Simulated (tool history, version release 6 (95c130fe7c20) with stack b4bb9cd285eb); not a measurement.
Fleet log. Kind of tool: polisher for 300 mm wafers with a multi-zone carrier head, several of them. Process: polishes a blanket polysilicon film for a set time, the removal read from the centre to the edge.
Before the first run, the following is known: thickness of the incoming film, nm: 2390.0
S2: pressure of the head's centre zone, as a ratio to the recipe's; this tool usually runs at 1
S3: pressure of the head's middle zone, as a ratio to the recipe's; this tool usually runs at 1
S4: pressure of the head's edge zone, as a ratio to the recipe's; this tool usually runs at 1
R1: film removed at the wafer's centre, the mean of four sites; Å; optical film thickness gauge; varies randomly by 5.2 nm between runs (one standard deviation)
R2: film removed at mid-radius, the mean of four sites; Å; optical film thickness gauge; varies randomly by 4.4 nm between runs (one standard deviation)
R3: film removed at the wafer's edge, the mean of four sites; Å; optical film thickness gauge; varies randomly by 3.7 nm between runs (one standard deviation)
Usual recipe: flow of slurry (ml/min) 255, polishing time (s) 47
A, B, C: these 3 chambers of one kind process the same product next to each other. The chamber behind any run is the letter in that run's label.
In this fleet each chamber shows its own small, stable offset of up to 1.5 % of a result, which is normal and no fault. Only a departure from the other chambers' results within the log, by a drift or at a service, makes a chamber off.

At hour 1.3: chamber C: centre zone pressure recalibrated.
Run 1C, hour 6.3: usual settings. Result: R1 4422 Å, R2 4445.5 Å, R3 4420.4 Å.
At hour 7: chamber C: worn pad replaced by a new one.
At hour 9.9: chamber A: worn pad replaced by a new one.
Run 2A, hour 14.3: usual settings. Result: R1 4277.5 Å, R2 4389 Å, R3 4426.3 Å.
Run 3B, hour 19.1: usual settings. Result: R1 4278.3 Å, R2 4420.9 Å, R3 4444.5 Å.
At hour 22.2: chamber B: slurry nozzle cleaned.
Run 4C, hour 27.8: usual settings. Result: R1 4344.2 Å, R2 4360.2 Å, R3 4392.7 Å.
At hour 32.1: chamber B: worn pad replaced by a new one.
Run 5B, hour 34.7: usual settings but polishing time (s) 56. Result: R1 5145.2 Å, R2 5234.5 Å, R3 5303.8 Å.
Run 6A, hour 38.8: usual settings but polishing time (s) 56. Result: R1 5326.5 Å, R2 5270.4 Å, R3 5237.4 Å.
Run 7A, hour 44.2: usual settings but polishing time (s) 56. Result: R1 5181.5 Å, R2 5279.7 Å, R3 5238.2 Å.
At hour 52.2: chamber A: centre zone pressure recalibrated.
Run 8B, hour 52.3: usual settings. Result: R1 4372.6 Å, R2 4306.8 Å, R3 4405.9 Å.
Run 9C, hour 58.8: usual settings. Result: R1 4416.4 Å, R2 4407.1 Å, R3 4386.3 Å.
At hour 63.9: chamber C: worn pad replaced by a new one.
Run 10B, hour 65.2: usual settings. Result: R1 4339 Å, R2 4385.2 Å, R3 4420.5 Å.
Run 11A, hour 71.9: usual settings. Result: R1 4899.6 Å, R2 4335.5 Å, R3 4384.4 Å.
At hour 76.7: chamber A: worn pad replaced by a new one.
Run 12C, hour 77.3: usual settings. Result: R1 4315.9 Å, R2 4453.3 Å, R3 4416 Å.
At hour 84.2: chamber B: worn pad replaced by a new one.
Run 13B, hour 84.7: usual settings. Result: R1 4275.1 Å, R2 4321.2 Å, R3 4499.8 Å.
Run 14A, hour 89.3: usual settings. Result: R1 4872.7 Å, R2 4324.5 Å, R3 4396.9 Å.
Run 15C, hour 98.2: usual settings but flow of slurry (ml/min) 170, S4 0.93. Result: R1 4124.5 Å, R2 4107.8 Å, R3 3973.4 Å.
Run 16C, hour 107.2: usual settings but flow of slurry (ml/min) 170, S4 0.93. Result: R1 4130.1 Å, R2 4119.7 Å, R3 4025 Å.
Run 17A, hour 113.1: usual settings but flow of slurry (ml/min) 170, S4 0.93. Result: R1 4612.3 Å, R2 4218 Å, R3 4086.9 Å.
Run 18B, hour 118.7: usual settings. Result: R1 4273.9 Å, R2 4375.4 Å, R3 4392.2 Å.
At hour 120.3: chamber A: slurry nozzle cleaned.
Run 19C, hour 123.6: usual settings. Result: R1 4406.1 Å, R2 4349.2 Å, R3 4368.5 Å.
Run 20B, hour 128.9: usual settings. Result: R1 4417.5 Å, R2 4374.1 Å, R3 4397.1 Å.
At hour 132.2: chamber C: worn pad replaced by a new one.
Run 21A, hour 133.3: usual settings. Result: R1 4971.3 Å, R2 4380.8 Å, R3 4359.9 Å.
At hour 139.2: chamber A: worn pad replaced by a new one.
Run 22C, hour 142.8: usual settings. Result: R1 4338.4 Å, R2 4380.6 Å, R3 4376.6 Å.
Run 23A, hour 150.2: usual settings. Result: R1 4903.4 Å, R2 4383 Å, R3 4384.2 Å.

What goes on in this fleet: one chamber off, a drifting gauge, or nothing beyond the chambers' own small offsets? Name the chamber and the cause, if any.

After it was serviced, chamber A no longer matches the other chambers.
What lies behind it: centre zone's pressure above its setpoint, % = 11.

Below are 4 candidate recipes for chamber A's next run, each the usual settings with a change, their results shown as question marks. Which of them brings A's results back in line with what the other chambers give on the usual settings?
A result is in line if it is within this distance of the other chambers' mean on the usual settings: R1 180 Å; R2 150 Å; R3 130 Å
Run 24A-1, hour 157: usual settings but flow of slurry (ml/min) 250, S2 0.96, S3 1.01, S4 1.01. Result: R1 ?, R2 ?, R3 ?.
Run 24A-2, hour 157: usual settings but flow of slurry (ml/min) 250, S2 0.9, S3 1.02, S4 1.03, polishing time (s) 46. Result: R1 ?, R2 ?, R3 ?.
Run 24A-3, hour 157: usual settings but flow of slurry (ml/min) 260, S2 1.04, S3 0.99, S4 0.99. Result: R1 ?, R2 ?, R3 ?.
Run 24A-4, hour 157: usual settings but flow of slurry (ml/min) 260, S2 1.1, S3 0.98, S4 0.97, polishing time (s) 48. Result: R1 ?, R2 ?, R3 ?.

Average result of the remaining chambers running the usual settings: R1 4355 Å; R2 4380.1 Å; R3 4386.4 Å
  run      R1      R2      R3
24A-1  4677.9    4428    4432
24A-2  4271.9  4374.9  4382.4
24A-3  5120.6  4364.7  4401.8
24A-4  5550.8  4414.5  4448.4
The right change is 24A-2: it brings the chamber back within the allowed miss of the others.
